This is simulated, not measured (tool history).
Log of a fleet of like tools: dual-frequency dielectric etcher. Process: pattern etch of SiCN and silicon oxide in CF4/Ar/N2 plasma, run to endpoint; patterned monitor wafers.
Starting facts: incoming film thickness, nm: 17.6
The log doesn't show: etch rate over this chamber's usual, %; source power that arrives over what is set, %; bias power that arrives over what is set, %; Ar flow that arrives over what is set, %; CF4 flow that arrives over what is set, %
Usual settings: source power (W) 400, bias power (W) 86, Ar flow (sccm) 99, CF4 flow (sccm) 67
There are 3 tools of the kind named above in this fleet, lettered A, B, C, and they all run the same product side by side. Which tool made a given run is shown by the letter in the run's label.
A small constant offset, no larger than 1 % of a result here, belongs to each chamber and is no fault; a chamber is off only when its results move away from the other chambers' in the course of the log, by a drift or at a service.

| run | hour | source power (W) | bias power (W) | Ar flow (sccm) | CF4 flow (sccm) | hours since the last wet clean | hours since the last source power generator calibration | hours since the last bias power generator calibration | hours since the last Ar flow controller change | hours since the last CF4 flow controller change | endpoint time (s) |
|---|---|---|---|---|---|---|---|---|---|---|---|
| 1B | 3.0 | 400 | 86 | 99 | 67 | 44.2 | 976.3 | 2146.6 | 1599.6 | 462.9 | 21.544 |
| 2C | 6.9 | 400 | 86 | 99 | 67 | 148.9 | 544.8 | 738.8 | 125.2 | 455.1 | 21.612 |
| 3A | 12.2 | 400 | 86 | 99 | 67 | 466.8 | 262.1 | 333.6 | 5426.5 | 5122.3 | 21.268 |
| 4B | 17.6 | 400 | 86 | 99 | 67 | 58.8 | 990.9 | 2161.2 | 1614.2 | 477.5 | 21.143 |
| 5C | 23.6 | 400 | 86 | 99 | 67 | 165.6 | 561.5 | 755.5 | 141.9 | 471.8 | 21.035 |
| 6A | 28.2 | 400 | 67 | 99 | 73 | 482.8 | 278.1 | 349.6 | 5442.5 | 5138.3 | 23.052 |
| 7A | 31.2 | 400 | 67 | 99 | 73 | 485.8 | 281.1 | 352.6 | 5445.5 | 5141.3 | 22.925 |
| 8B | 35.0 | 400 | 67 | 99 | 73 | 76.2 | 1008.3 | 2178.6 | 1631.6 | 494.9 | 22.897 |
|  | 39.1 | chamber A: wet clean of the chamber |
| 9C | 39.4 | 340 | 101 | 99 | 67 | 181.4 | 577.3 | 771.3 | 157.7 | 487.6 | 23.278 |
| 10A | 43.5 | 340 | 101 | 99 | 67 | 4.5 | 293.4 | 364.9 | 5457.8 | 5153.6 | 23.240 |
| 11C | 47.3 | 340 | 101 | 99 | 67 | 189.3 | 585.2 | 779.2 | 165.6 | 495.5 | 22.936 |
| 12B | 50.5 | 400 | 86 | 99 | 67 | 91.7 | 1023.8 | 2194.1 | 1647.1 | 510.4 | 21.413 |
| 13A | 55.9 | 400 | 86 | 99 | 67 | 16.9 | 305.8 | 377.3 | 5470.2 | 5166.0 | 21.484 |
| 14B | 60.4 | 400 | 86 | 99 | 67 | 101.6 | 1033.7 | 2204.0 | 1657.0 | 520.3 | 21.162 |
| 15C | 65.5 | 400 | 86 | 99 | 67 | 207.5 | 603.4 | 797.4 | 183.8 | 513.7 | 21.296 |
| 16B | 69.0 | 400 | 86 | 99 | 67 | 110.2 | 1042.3 | 2212.6 | 1665.6 | 528.9 | 21.036 |
| 17C | 74.3 | 460 | 86 | 99 | 76 | 216.3 | 612.2 | 806.2 | 192.6 | 522.5 | 18.529 |
| 18A | 78.6 | 460 | 86 | 99 | 76 | 39.6 | 328.5 | 400.0 | 5492.9 | 5188.7 | 18.604 |
| 19C | 83.7 | 460 | 86 | 99 | 76 | 225.7 | 621.6 | 815.6 | 202.0 | 531.9 | 18.553 |
| 20A | 87.8 | 400 | 86 | 99 | 67 | 48.8 | 337.7 | 409.2 | 5502.1 | 5197.9 | 21.512 |
| 21B | 91.0 | 400 | 86 | 99 | 67 | 132.2 | 1064.3 | 2234.6 | 1687.6 | 550.9 | 21.262 |
| 22B | 97.0 | 400 | 86 | 99 | 67 | 138.2 | 1070.3 | 2240.6 | 1693.6 | 556.9 | 21.260 |
| 23C | 101.8 | 400 | 86 | 99 | 67 | 243.8 | 639.7 | 833.7 | 220.1 | 550.0 | 21.524 |
| 24A | 106.1 | 400 | 86 | 99 | 67 | 67.1 | 356.0 | 427.5 | 5520.4 | 5216.2 | 21.380 |
| 25C | 110.1 | 400 | 105 | 99 | 67 | 252.1 | 648.0 | 842.0 | 228.4 | 558.3 | 19.825 |
|  | 110.9 | chamber A: Ar flow controller replaced |
| 26A | 113.3 | 400 | 105 | 99 | 67 | 74.3 | 363.2 | 434.7 | 2.5 | 5223.4 | 19.978 |
| 27B | 118.5 | 400 | 105 | 99 | 67 | 159.7 | 1091.8 | 2262.1 | 1715.1 | 578.4 | 19.921 |
| 28C | 123.6 | 400 | 86 | 99 | 67 | 265.6 | 661.5 | 855.5 | 241.9 | 571.8 | 21.229 |
| 29A | 128.8 | 400 | 86 | 99 | 67 | 89.8 | 378.7 | 450.2 | 18.0 | 5238.9 | 21.288 |
| 30B | 133.2 | 400 | 86 | 99 | 67 | 174.4 | 1106.5 | 2276.8 | 1729.8 | 593.1 | 21.287 |
| 31B | 137.2 | 400 | 86 | 99 | 67 | 178.4 | 1110.5 | 2280.8 | 1733.8 | 597.1 | 21.336 |
| 32A | 142.2 | 400 | 86 | 99 | 67 | 103.2 | 392.1 | 463.6 | 31.4 | 5252.3 | 21.663 |
| 33C | 147.7 | 400 | 86 | 99 | 67 | 289.7 | 685.6 | 879.6 | 266.0 | 595.9 | 21.204 |
| 34C | 150.4 | 400 | 86 | 99 | 74 | 292.4 | 688.3 | 882.3 | 268.7 | 598.6 | 20.744 |
| 35A | 153.3 | 400 | 86 | 99 | 74 | 114.3 | 403.2 | 474.7 | 42.5 | 5263.4 | 21.226 |
| 36B | 157.7 | 400 | 86 | 99 | 74 | 198.9 | 1131.0 | 2301.3 | 1754.3 | 617.6 | 20.887 |
| 37C | 163.4 | 400 | 86 | 99 | 67 | 305.4 | 701.3 | 895.3 | 281.7 | 611.6 | 21.279 |
| 38A | 168.5 | 400 | 86 | 99 | 67 | 129.5 | 418.4 | 489.9 | 57.7 | 5278.6 | 21.696 |

Is one chamber out of step, is the gauge drifting, or do the chambers differ by no more than their own small offsets? For an off chamber, give its letter and the likeliest cause.

Nothing is wrong: each chamber keeps only its own small, steady offset and the gauge holds still.

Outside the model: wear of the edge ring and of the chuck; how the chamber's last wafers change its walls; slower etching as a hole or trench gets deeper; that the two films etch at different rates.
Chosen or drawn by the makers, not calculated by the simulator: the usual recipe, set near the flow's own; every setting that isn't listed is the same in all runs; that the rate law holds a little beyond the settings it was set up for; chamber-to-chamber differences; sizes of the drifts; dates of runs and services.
